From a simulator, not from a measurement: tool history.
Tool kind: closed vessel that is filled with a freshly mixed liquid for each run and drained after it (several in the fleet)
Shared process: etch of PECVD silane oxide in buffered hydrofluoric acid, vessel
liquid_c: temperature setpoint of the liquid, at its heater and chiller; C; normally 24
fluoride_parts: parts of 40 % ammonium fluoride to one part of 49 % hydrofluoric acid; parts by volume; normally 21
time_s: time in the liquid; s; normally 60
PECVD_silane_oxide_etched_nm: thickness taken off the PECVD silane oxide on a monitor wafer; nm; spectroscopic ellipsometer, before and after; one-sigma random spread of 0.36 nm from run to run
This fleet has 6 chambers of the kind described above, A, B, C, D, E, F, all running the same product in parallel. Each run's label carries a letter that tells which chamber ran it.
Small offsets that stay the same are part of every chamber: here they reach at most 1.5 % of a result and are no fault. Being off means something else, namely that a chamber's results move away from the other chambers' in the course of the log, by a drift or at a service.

run     day  liquid_c  fluoride_parts  time_s  hours since the thermometer was replaced  hours since the hydrofluoric acid flow meter was replaced  read-back film thickness of the PECVD silane oxide reference wafer, read on the same gauge (nm)  PECVD_silane_oxide_etched_nm
 1D   0.442        24              21      60                                    1915.7                                                     1168.7                                                                                           150.05                        54.193
 2F   0.812        24              21      60                                      1635                                                     1356.1                                                                                           149.99                         53.55
 3B   1.175        24              21      60                                     744.3                                                      598.3                                                                                           149.98                        54.611
      1.517  -- chamber D: thermometer replaced
 4E   1.633        24              21      60                                    1206.1                                                      252.1                                                                                              150                         53.58
 5C   2.204        24              21      60                                    1763.5                                                      863.3                                                                                           150.01                        54.085
 6A   2.492      28.5            16.5      60                                     366.1                                                     1058.6                                                                                           149.97                        86.054
 7D   3.042      28.5            16.5      60                                      36.6                                                     1231.1                                                                                           149.98                        85.867
 8E   3.533      28.5            16.5      60                                    1251.7                                                      297.7                                                                                           149.97                        83.913
 9C   4.079      28.5            16.5      60                                    1808.5                                                      908.3                                                                                           150.01                        85.543
10A   4.546      28.5            16.5      60                                     415.4                                                     1107.9                                                                                           150.01                        85.562
11B   5.029      28.5            16.5      60                                     836.8                                                      690.8                                                                                           150.01                        85.641
12F   5.342        24              21      60                                    1743.7                                                     1464.8                                                                                           150.03                        53.525
13F   5.833        24              21      60                                    1755.5                                                     1476.6                                                                                           149.97                        53.546
      6.021  -- chamber C: hydrofluoric acid flow meter replaced
14A    6.35        24            16.5      30                                     458.7                                                     1151.2                                                                                           150.02                         33.75
15D   6.762        24            16.5      30                                     125.9                                                     1320.4                                                                                           149.99                        33.409
16B   7.267        24            16.5      30                                     890.5                                                      744.5                                                                                           150.01                        33.841
17C   7.679        24            16.5      30                                    1894.9                                                       39.9                                                                                           150.01                        33.281
18E   7.975        24            16.5      30                                    1358.3                                                      404.3                                                                                           150.01                        32.378
19E   8.275        24            16.5      30                                    1365.5                                                      411.5                                                                                           150.02                        32.196
20C   8.654        24              21      60                                    1918.3                                                       63.3                                                                                              150                        53.736
21B   9.046        24              21      60                                     933.2                                                      787.2                                                                                              150                        54.589
22F   9.638        22              18      60                                    1846.8                                                     1567.9                                                                                           149.98                        54.659
23A  10.217        22              18      60                                     551.5                                                       1244                                                                                           150.01                        56.075
24D  10.729        22              18      60                                     221.1                                                     1415.6                                                                                           149.99                         54.98
     10.892  -- chamber C: thermometer replaced
25C  11.042        22              18      60                                       3.7                                                      120.6                                                                                           150.01                        54.789
26E  11.621        22              18      60                                    1445.8                                                      491.8                                                                                           149.99                        52.825
27B  12.196        22              18      60                                    1008.8                                                      862.8                                                                                           149.98                        55.574
28F  12.783        24              21      60                                    1922.3                                                     1643.4                                                                                           150.01                        52.683
29A  13.062        24              21      60                                     619.8                                                     1312.3                                                                                           149.99                        53.659
30D  13.492        24              21      60                                     287.4                                                     1481.9                                                                                           149.99                         53.63
31F  13.858        24              21      60                                    1948.1                                                     1669.2                                                                                           150.03                        53.322
32C  14.404        24              21      60                                      84.4                                                      201.3                                                                                           149.97                        53.807
33E  14.792        24              21      60                                    1521.9                                                      567.9                                                                                           150.03                        51.477
34D   15.15        24              21      60                                     327.2                                                     1521.7                                                                                           150.01                        53.844
35B  15.525        24              21      60                                    1088.7                                                      942.7                                                                                           149.99                        54.349
     15.629  -- chamber A: thermometer replaced
36A  16.046        24              21      60                                        10                                                     1383.9                                                                                              150                        53.362
37A  16.483        24              21      40                                      20.5                                                     1394.4                                                                                           150.03                         35.97
38E  16.783        24              21      40                                    1569.7                                                      615.7                                                                                           149.97                        34.189
39D  17.342        24              21      40                                     379.8                                                     1574.3                                                                                           149.99                        35.899
40C  17.908        24              21      40                                     168.5                                                      285.4                                                                                           149.98                        35.338
41B  18.258        24              21      40                                    1154.3                                                     1008.3                                                                                           149.99                        36.346
42F  18.679        24              21      40                                    2063.8                                                     1784.9                                                                                           149.98                        35.428

Decide between three cases: one chamber stands off from its peers, the gauge reading all wafers drifts, or nothing is wrong past each chamber's small offset. Where a chamber is off, say which and what most likely put it there.

Chamber E drifts away from the others.
Most likely cause: hydrofluoric acid flow below the setpoint (%) = 7.69.
The log might look much the same if the cause were instead: liquid colder than its thermometer reads (K).

Which of the 4 candidates below, each the usual settings with something changed and its results left as question marks, puts chamber E back in line with what the other chambers give on the usual settings?
To be in line, a result may differ from the other chambers' mean on the usual settings by at most: PECVD_silane_oxide_etched_nm 1.3 nm
43E-1  19.121        24            21.5      55                                                                                                                                                                                                                                   ?
43E-2  19.121        25            19.5      60                                                                                                                                                                                                                                   ?
43E-3  19.121        24              19      60                                                                                                                                                                                                                                   ?
43E-4  19.121        23              21      60                                                                                                                                                                                                                                   ?

On the usual settings, the other chambers give on average: PECVD_silane_oxide_etched_nm 53.862 nm
  run  PECVD_silane_oxide_etched_nm
43E-1                        45.634
43E-2                         56.28
43E-3                        54.189
43E-4                        47.833
The answer is 43E-3, which returns the chamber to within the allowed miss of the others.

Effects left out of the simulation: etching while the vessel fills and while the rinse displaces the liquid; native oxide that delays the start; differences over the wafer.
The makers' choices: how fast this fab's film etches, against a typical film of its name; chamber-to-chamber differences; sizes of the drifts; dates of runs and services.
